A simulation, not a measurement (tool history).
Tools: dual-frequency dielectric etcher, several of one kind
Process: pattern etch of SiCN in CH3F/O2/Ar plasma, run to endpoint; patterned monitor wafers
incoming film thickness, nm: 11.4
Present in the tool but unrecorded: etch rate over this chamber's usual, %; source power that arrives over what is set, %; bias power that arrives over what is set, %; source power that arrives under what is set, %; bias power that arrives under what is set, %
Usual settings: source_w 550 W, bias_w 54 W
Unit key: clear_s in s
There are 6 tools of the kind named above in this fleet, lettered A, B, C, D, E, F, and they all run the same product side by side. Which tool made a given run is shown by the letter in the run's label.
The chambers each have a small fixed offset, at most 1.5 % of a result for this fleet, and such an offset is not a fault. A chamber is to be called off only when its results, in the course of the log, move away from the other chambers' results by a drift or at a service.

run,hour,source_w,bias_w,hours since the last wet clean,hours since the last source power generator calibration,hours since the last bias power generator calibration,clear_s
1D,6.1,550,54,214.5,3466.0,3147.1,29.899
2C,9.9,550,54,467.7,1714.8,1635.3,29.920
3A,14.8,550,54,388.8,1755.1,1284.5,29.588
4F,22.6,550,54,122.6,641.3,176.4,29.671
5E,26.2,550,54,166.4,182.0,610.7,30.073
6B,34.0,550,54,347.5,579.9,321.4,29.756
7F,39.6,440,47,139.6,658.3,193.4,33.688
8C,43.4,440,47,501.2,1748.3,1668.8,34.024
9E,47.6,440,47,187.8,203.4,632.1,33.946
# hour 52.9: chamber A: wet clean of the chamber
10D,54.7,440,47,263.1,3514.6,3195.7,34.147
11B,60.1,440,47,373.6,606.0,347.5,33.679
12A,65.6,440,47,12.8,1805.9,1335.3,33.815
13E,70.9,550,63,211.1,226.7,655.4,28.570
14C,75.4,550,63,533.2,1780.3,1700.8,28.438
15B,79.3,550,63,392.8,625.2,366.7,28.264
16F,84.4,550,63,184.4,703.1,238.2,28.091
17D,89.0,550,63,297.4,3548.9,3230.0,28.463
18A,95.1,550,63,42.3,1835.4,1364.8,28.037
19E,102.8,550,54,243.0,258.6,687.3,30.073
20C,109.3,490,46,567.1,1814.2,1734.7,32.605
21B,114.0,490,46,427.5,659.9,401.4,32.630
22D,118.5,490,46,326.9,3578.4,3259.5,32.610
23A,124.8,490,46,72.0,1865.1,1394.5,32.582
# hour 125.7: chamber C: wet clean of the chamber
24F,131.1,490,46,231.1,749.8,284.9,32.517
25F,135.8,490,46,235.8,754.5,289.6,32.524
26B,139.2,550,54,452.7,685.1,426.6,29.777
27A,146.6,550,54,93.8,1886.9,1416.3,29.518
28C,150.0,550,54,24.3,1854.9,1775.4,29.644
29E,156.5,550,54,296.7,312.3,741.0,29.801
30D,161.4,550,54,369.8,3621.3,3302.4,29.391
31A,165.1,550,54,112.3,1905.4,1434.8,29.595
32D,171.3,550,54,379.7,3631.2,3312.3,29.118
33C,175.7,550,54,50.0,1880.6,1801.1,29.793
34E,181.5,550,54,321.7,337.3,766.0,29.923
35B,185.8,550,62,499.3,731.7,473.2,28.274
36F,193.6,550,62,293.6,812.3,347.4,28.087
37F,199.7,550,62,299.7,818.4,353.5,28.327
38C,203.8,550,62,78.1,1908.7,1829.2,28.312
39D,209.4,550,62,417.8,3669.3,3350.4,27.765
40A,213.5,550,62,160.7,1953.8,1483.2,28.244
41B,219.1,550,54,532.6,765.0,506.5,29.551
42E,224.9,550,54,365.1,380.7,809.4,30.031

Is one chamber out of step, is the gauge drifting, or do the chambers differ by no more than their own small offsets? For an off chamber, give its letter and the likeliest cause.

Chamber D drifts away from the others.
Most likely cause: etch rate over this chamber's usual, % = 4.53.

Here are 4 candidates for chamber D's next run, each the usual settings with a change, their results left as question marks. Which one brings its results back in line with what the others give on the usual settings?
Maximum distance from the other chambers' mean on the usual settings for a result to count as in line: clear_s 0.400 s
43D-1,230.6,500,50,,,,?
43D-2,230.6,550,64,,,,?
43D-3,230.6,500,54,,,,?
43D-4,230.6,600,54,,,,?

The other chambers' mean on the usual settings: clear_s 29.725 s
run,clear_s
43D-1,30.589
43D-2,27.229
43D-3,29.848
43D-4,27.842
It is 43D-3 that realigns the chamber with its peers.
